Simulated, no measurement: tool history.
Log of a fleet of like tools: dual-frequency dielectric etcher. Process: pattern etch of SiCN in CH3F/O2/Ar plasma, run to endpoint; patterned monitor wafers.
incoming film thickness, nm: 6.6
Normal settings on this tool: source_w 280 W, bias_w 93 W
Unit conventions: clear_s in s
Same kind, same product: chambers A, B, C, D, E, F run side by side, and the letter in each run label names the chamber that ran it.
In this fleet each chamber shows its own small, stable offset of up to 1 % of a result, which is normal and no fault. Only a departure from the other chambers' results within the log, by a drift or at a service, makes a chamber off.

| run | hour | source_w | bias_w | clear_s |
|---|---|---|---|---|
| 1F | 10.0 | 280 | 93 | 18.424 |
|  | 18.1 | chamber F: wet clean of the chamber |
| 2B | 22.8 | 280 | 93 | 18.293 |
| 3A | 34.4 | 280 | 93 | 18.049 |
| 4D | 42.2 | 280 | 93 | 18.309 |
| 5E | 48.8 | 280 | 93 | 18.354 |
|  | 55.7 | chamber C: source power generator calibrated |
| 6C | 56.3 | 280 | 93 | 18.399 |
| 7F | 64.2 | 280 | 93 | 18.419 |
| 8E | 74.4 | 280 | 93 | 18.365 |
| 9C | 80.5 | 280 | 93 | 18.413 |
| 10A | 87.2 | 280 | 93 | 18.162 |
| 11D | 97.6 | 280 | 93 | 18.408 |
| 12B | 105.7 | 280 | 93 | 18.224 |
| 13A | 118.6 | 280 | 105 | 17.279 |
| 14D | 127.3 | 280 | 105 | 17.493 |
| 15E | 133.4 | 280 | 105 | 17.560 |
| 16F | 141.0 | 280 | 105 | 17.631 |
| 17C | 151.2 | 280 | 105 | 17.499 |
| 18B | 163.2 | 280 | 105 | 17.413 |
| 19B | 169.1 | 260 | 93 | 18.735 |
| 20F | 181.8 | 260 | 93 | 18.964 |
| 21E | 188.6 | 260 | 93 | 18.850 |
| 22D | 194.2 | 260 | 93 | 19.080 |
| 23A | 203.2 | 260 | 93 | 18.747 |
| 24C | 210.4 | 260 | 93 | 18.811 |
|  | 219.4 | chamber B: wet clean of the chamber |
| 25E | 220.5 | 280 | 93 | 18.487 |
| 26C | 227.3 | 280 | 93 | 18.311 |
| 27F | 238.3 | 280 | 93 | 18.476 |
| 28A | 245.6 | 280 | 93 | 18.118 |
| 29B | 255.2 | 280 | 93 | 18.216 |
| 30D | 261.9 | 280 | 93 | 18.720 |
| 31D | 269.1 | 280 | 93 | 18.765 |
| 32B | 275.5 | 280 | 93 | 18.330 |
|  | 278.8 | chamber C: wet clean of the chamber |
| 33E | 282.6 | 280 | 93 | 18.435 |
| 34F | 295.6 | 280 | 93 | 18.349 |
| 35A | 301.9 | 280 | 110 | 17.111 |
| 36C | 314.1 | 280 | 110 | 17.285 |
| 37D | 320.1 | 280 | 110 | 17.637 |
| 38B | 327.4 | 280 | 110 | 17.170 |
| 39E | 333.0 | 280 | 110 | 17.287 |
| 40A | 343.7 | 280 | 110 | 17.041 |
| 41F | 355.8 | 280 | 93 | 18.337 |
| 42C | 365.8 | 280 | 93 | 18.397 |
| 43F | 373.0 | 280 | 93 | 18.548 |

One chamber off, gauge drift, or nothing amiss beyond the chambers' own small offsets? If it is a chamber, which one, and what is the likeliest cause?

It is chamber D that slowly wanders off from its peers.
Likeliest cause: etch rate under this chamber's usual, % = 3.57.

Below are 4 candidate recipes for chamber D's next run, each the usual settings with a change, their results shown as question marks. Which of them brings D's results back in line with what the other chambers give on the usual settings?
To be in line, a result may differ from the other chambers' mean on the usual settings by at most: clear_s 0.230 s
| 44D-1 | 382.4 | 300 | 101 | ? |
| 44D-2 | 382.4 | 280 | 102 | ? |
| 44D-3 | 382.4 | 280 | 79 | ? |
| 44D-4 | 382.4 | 280 | 84 | ? |

Mean of the other chambers on the usual settings: clear_s 18.317 s
| run | clear_s |
|---|---|
| 44D-1 | 17.965 |
| 44D-2 | 18.346 |
| 44D-3 | 20.228 |
| 44D-4 | 19.766 |
The right change is 44D-2: it brings the chamber back within the allowed miss of the others.
